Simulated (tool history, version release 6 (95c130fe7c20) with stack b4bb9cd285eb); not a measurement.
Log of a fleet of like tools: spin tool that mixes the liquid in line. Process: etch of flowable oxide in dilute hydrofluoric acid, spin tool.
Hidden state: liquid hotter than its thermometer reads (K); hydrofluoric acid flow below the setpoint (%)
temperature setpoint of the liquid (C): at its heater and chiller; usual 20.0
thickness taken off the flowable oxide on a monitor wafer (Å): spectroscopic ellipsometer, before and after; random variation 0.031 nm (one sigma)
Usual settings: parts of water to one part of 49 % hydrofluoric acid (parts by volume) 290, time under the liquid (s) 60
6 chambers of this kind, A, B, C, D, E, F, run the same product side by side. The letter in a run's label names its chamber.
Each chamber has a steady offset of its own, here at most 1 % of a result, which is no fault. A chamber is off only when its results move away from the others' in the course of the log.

run,hour,temperature setpoint of the liquid (C),parts of water to one part of 49 % hydrofluoric acid (parts by volume),time under the liquid (s),hours since the thermometer was replaced,hours since the hydrofluoric acid flow meter was replaced,"read-back film thickness of the flowable oxide reference wafer, read on the same gauge (nm)",thickness taken off the flowable oxide on a monitor wafer (Å)
# hour 3.6: chamber E: hydrofluoric acid flow meter replaced
1F,8.0,20.0,290,60,821.7,718.9,70.014,61.139
2A,23.1,20.0,290,60,730.1,1255.9,69.975,60.543
3D,32.9,20.0,290,60,325.3,1145.2,69.991,60.686
# hour 48.4: chamber A: thermometer replaced
4B,49.0,20.0,290,60,786.7,1207.0,70.035,60.140
5E,61.4,17.5,180,60,330.6,57.9,69.963,97.403
6C,70.7,17.5,180,60,1112.2,575.9,69.983,98.250
7A,84.9,17.5,180,60,36.5,1317.7,70.004,97.896
8D,93.8,17.5,180,60,386.2,1206.1,69.988,100.120
# hour 104.0: chamber B: thermometer replaced
9C,106.0,17.5,180,60,1147.5,611.2,70.009,97.758
10E,119.2,17.5,180,60,388.4,115.7,69.999,97.133
11F,134.4,20.0,290,60,948.1,845.3,70.011,61.085
12B,148.6,20.0,290,60,44.6,1306.6,69.992,60.841
13B,159.4,20.0,365,60,55.4,1317.4,70.000,45.004
14F,168.2,20.0,365,60,981.9,879.1,69.967,45.488
15C,179.3,20.0,365,60,1220.8,684.5,69.979,45.221
16D,189.8,20.0,365,60,482.2,1302.1,69.993,45.228
17E,196.8,20.0,365,60,466.0,193.3,70.009,45.663
18A,210.7,20.0,365,60,162.3,1443.5,70.001,45.482
19C,225.0,20.0,290,60,1266.5,730.2,69.988,60.474
20B,234.2,20.0,290,60,130.2,1392.2,69.972,60.658
21D,247.3,20.0,235,40,539.7,1359.6,69.967,52.687
22A,261.9,20.0,235,40,213.5,1494.7,69.997,52.435
23F,274.3,20.0,235,40,1088.0,985.2,70.021,52.088
24E,283.5,20.0,235,40,552.7,280.0,69.997,51.809
25A,291.9,20.0,235,40,243.5,1524.7,70.025,52.389
26C,307.1,20.0,235,40,1348.6,812.3,70.002,52.343
27E,319.8,20.0,290,60,589.0,316.3,69.993,60.477
28F,331.6,20.0,290,60,1145.3,1042.5,69.956,59.589
29B,342.0,20.0,290,60,238.0,1500.0,69.986,60.418
30D,354.4,20.0,290,60,646.8,1466.7,70.052,61.103
31B,363.8,20.0,290,60,259.8,1521.8,69.998,60.314
32E,378.8,20.0,290,60,648.0,375.3,69.985,60.976
# hour 383.0: chamber D: hydrofluoric acid flow meter replaced
33D,386.5,20.0,290,60,678.9,3.6,70.016,61.034
34C,399.5,20.0,290,60,1441.0,904.7,69.974,60.621
35F,409.7,20.0,290,60,1223.4,1120.6,70.024,58.473
36A,421.3,17.0,290,80,372.9,1654.1,69.988,72.499
37E,436.6,17.0,290,80,705.8,433.1,70.009,72.382
38A,446.4,17.0,290,80,398.0,1679.2,69.989,72.230
39F,454.2,17.0,290,80,1267.9,1165.1,69.981,69.808

Is one chamber off against the others, does the gauge drift, or is nothing wrong? If a chamber is off, say which, and what the likeliest cause is.

Chamber F drifts away from the others.
Cause: hydrofluoric acid flow below the setpoint (%) = 4.21.
The log may not tell that from: liquid colder than its thermometer reads (K).

Here are 4 candidates for chamber F's next run, each the usual settings with a change, their results left as question marks. Which one brings its results back in line with what the others give on the usual settings?
In line means no further than this from the other chambers' mean on the usual settings: thickness taken off the flowable oxide on a monitor wafer (Å) 1.100
40F-1,465.8,20.5,290,60,,,,?
40F-2,465.8,20.0,280,60,,,,?
40F-3,465.8,19.5,290,60,,,,?
40F-4,465.8,20.0,300,60,,,,?

The other chambers' mean on the usual settings: thickness taken off the flowable oxide on a monitor wafer (Å) 60.750
run,thickness taken off the flowable oxide on a monitor wafer (Å)
40F-1,59.137
40F-2,60.724
40F-3,57.041
40F-4,55.607
40F-2 brings the chamber back in line.
